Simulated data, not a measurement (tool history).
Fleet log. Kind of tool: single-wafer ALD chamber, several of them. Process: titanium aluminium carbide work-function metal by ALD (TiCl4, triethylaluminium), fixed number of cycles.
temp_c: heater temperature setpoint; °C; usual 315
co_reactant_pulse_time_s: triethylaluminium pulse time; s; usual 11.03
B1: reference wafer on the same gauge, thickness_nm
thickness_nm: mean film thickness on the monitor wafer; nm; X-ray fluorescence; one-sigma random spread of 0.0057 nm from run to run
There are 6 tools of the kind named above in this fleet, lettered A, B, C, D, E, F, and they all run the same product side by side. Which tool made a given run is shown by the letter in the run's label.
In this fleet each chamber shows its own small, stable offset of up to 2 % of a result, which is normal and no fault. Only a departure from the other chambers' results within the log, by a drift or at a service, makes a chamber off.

Run 1E, hour 10.4: usual settings; B1 2.2902. Result: thickness_nm 2.1663 nm.
Run 2A, hour 15.7: usual settings; B1 2.2881. Result: thickness_nm 2.1819 nm.
Run 3B, hour 27.0: usual settings; B1 2.2902. Result: thickness_nm 2.1275 nm.
Run 4D, hour 34.2: usual settings; B1 2.2896. Result: thickness_nm 2.1135 nm.
Run 5C, hour 45.0: usual settings; B1 2.2898. Result: thickness_nm 2.1576 nm.
Run 6F, hour 56.1: usual settings but temp_c 321 °C; B1 2.2915. Result: thickness_nm 2.1930 nm.
Run 7B, hour 63.4: usual settings but temp_c 321 °C; B1 2.2911. Result: thickness_nm 2.1860 nm.
Run 8F, hour 70.5: usual settings but temp_c 321 °C; B1 2.2900. Result: thickness_nm 2.2026 nm.
Run 9C, hour 81.6: usual settings but temp_c 321 °C; B1 2.2894. Result: thickness_nm 2.2138 nm.
Run 10A, hour 88.7: usual settings but temp_c 321 °C; B1 2.2888. Result: thickness_nm 2.2297 nm.
At hour 90.4: chamber B: thermocouple changed; heater temperature recalibrated.
Run 11D, hour 94.9: usual settings but temp_c 321 °C; B1 2.2911. Result: thickness_nm 2.1539 nm.
At hour 95.3: chamber E: thermocouple changed; heater temperature recalibrated.
Run 12E, hour 101.9: usual settings; B1 2.2912. Result: thickness_nm 2.1580 nm.
Run 13A, hour 112.1: usual settings; B1 2.2886. Result: thickness_nm 2.1717 nm.
At hour 113.2: chamber C: thermocouple changed; heater temperature recalibrated.
Run 14E, hour 121.8: usual settings; B1 2.2922. Result: thickness_nm 2.1563 nm.
Run 15B, hour 127.8: usual settings but temp_c 305 °C, co_reactant_pulse_time_s 13.00 s; B1 2.2897. Result: thickness_nm 2.0615 nm.
Run 16F, hour 135.7: usual settings but temp_c 305 °C, co_reactant_pulse_time_s 13.00 s; B1 2.2887. Result: thickness_nm 2.0768 nm.
Run 17C, hour 146.7: usual settings but temp_c 305 °C, co_reactant_pulse_time_s 13.00 s; B1 2.2892. Result: thickness_nm 2.0990 nm.
Run 18D, hour 152.4: usual settings but temp_c 305 °C, co_reactant_pulse_time_s 13.00 s; B1 2.2899. Result: thickness_nm 2.0480 nm.
At hour 157.2: chamber E: triethylaluminium bottle replaced.
Run 19C, hour 160.6: usual settings but temp_c 305 °C, co_reactant_pulse_time_s 13.00 s; B1 2.2895. Result: thickness_nm 2.1003 nm.
Run 20D, hour 170.3: usual settings but temp_c 305 °C, co_reactant_pulse_time_s 13.00 s; B1 2.2889. Result: thickness_nm 2.0443 nm.
Run 21E, hour 179.0: usual settings but temp_c 326 °C, co_reactant_pulse_time_s 7.11 s; B1 2.2902. Result: thickness_nm 2.1161 nm.
Run 22B, hour 186.6: usual settings but temp_c 326 °C, co_reactant_pulse_time_s 7.11 s; B1 2.2895. Result: thickness_nm 2.0953 nm.
Run 23F, hour 197.8: usual settings but temp_c 326 °C, co_reactant_pulse_time_s 7.11 s; B1 2.2914. Result: thickness_nm 2.0900 nm.
Run 24A, hour 203.0: usual settings but temp_c 326 °C, co_reactant_pulse_time_s 7.11 s; B1 2.2904. Result: thickness_nm 2.1292 nm.
Run 25D, hour 210.4: usual settings but temp_c 326 °C, co_reactant_pulse_time_s 7.11 s; B1 2.2895. Result: thickness_nm 2.0578 nm.
Run 26A, hour 221.6: usual settings but temp_c 326 °C, co_reactant_pulse_time_s 7.11 s; B1 2.2904. Result: thickness_nm 2.1310 nm.
Run 27F, hour 229.1: usual settings; B1 2.2892. Result: thickness_nm 2.1327 nm.
Run 28C, hour 236.0: usual settings; B1 2.2895. Result: thickness_nm 2.1528 nm.
Run 29B, hour 247.0: usual settings; B1 2.2906. Result: thickness_nm 2.1386 nm.
Run 30E, hour 257.0: usual settings; B1 2.2892. Result: thickness_nm 2.1569 nm.
Run 31B, hour 266.9: usual settings; B1 2.2911. Result: thickness_nm 2.1404 nm.
Run 32C, hour 276.1: usual settings; B1 2.2905. Result: thickness_nm 2.1687 nm.
Run 33F, hour 287.2: usual settings; B1 2.2885. Result: thickness_nm 2.1315 nm.
Run 34D, hour 293.3: usual settings; B1 2.2889. Result: thickness_nm 2.1071 nm.
Run 35A, hour 299.8: usual settings; B1 2.2915. Result: thickness_nm 2.1782 nm.
Run 36E, hour 310.4: usual settings but co_reactant_pulse_time_s 14.27 s; B1 2.2900. Result: thickness_nm 2.1834 nm.
Run 37E, hour 316.4: usual settings but co_reactant_pulse_time_s 14.27 s; B1 2.2902. Result: thickness_nm 2.1938 nm.
Run 38F, hour 323.2: usual settings but co_reactant_pulse_time_s 14.27 s; B1 2.2909. Result: thickness_nm 2.1696 nm.
Run 39C, hour 332.4: usual settings but co_reactant_pulse_time_s 14.27 s; B1 2.2896. Result: thickness_nm 2.2035 nm.
Run 40D, hour 337.8: usual settings but co_reactant_pulse_time_s 14.27 s; B1 2.2891. Result: thickness_nm 2.1462 nm.
Run 41A, hour 349.1: usual settings but co_reactant_pulse_time_s 14.27 s; B1 2.2895. Result: thickness_nm 2.2127 nm.
Run 42B, hour 358.6: usual settings; B1 2.2908. Result: thickness_nm 2.1343 nm.

Predict what each chamber gives when all 6 of them run the settings below next.
Run 43A, hour 366.7: usual settings but temp_c 305 °C. Result: thickness_nm ?.
Run 43B, hour 366.7: usual settings but temp_c 305 °C. Result: thickness_nm ?.
Run 43C, hour 366.7: usual settings but temp_c 305 °C. Result: thickness_nm ?.
Run 43D, hour 366.7: usual settings but temp_c 305 °C. Result: thickness_nm ?.
Run 43E, hour 366.7: usual settings but temp_c 305 °C. Result: thickness_nm ?.
Run 43F, hour 366.7: usual settings but temp_c 305 °C. Result: thickness_nm ?.

run  thickness_nm
43A        2.0877
43B        2.0415
43C        2.0873
43D        2.0182
43E        2.0654
43F        2.0433
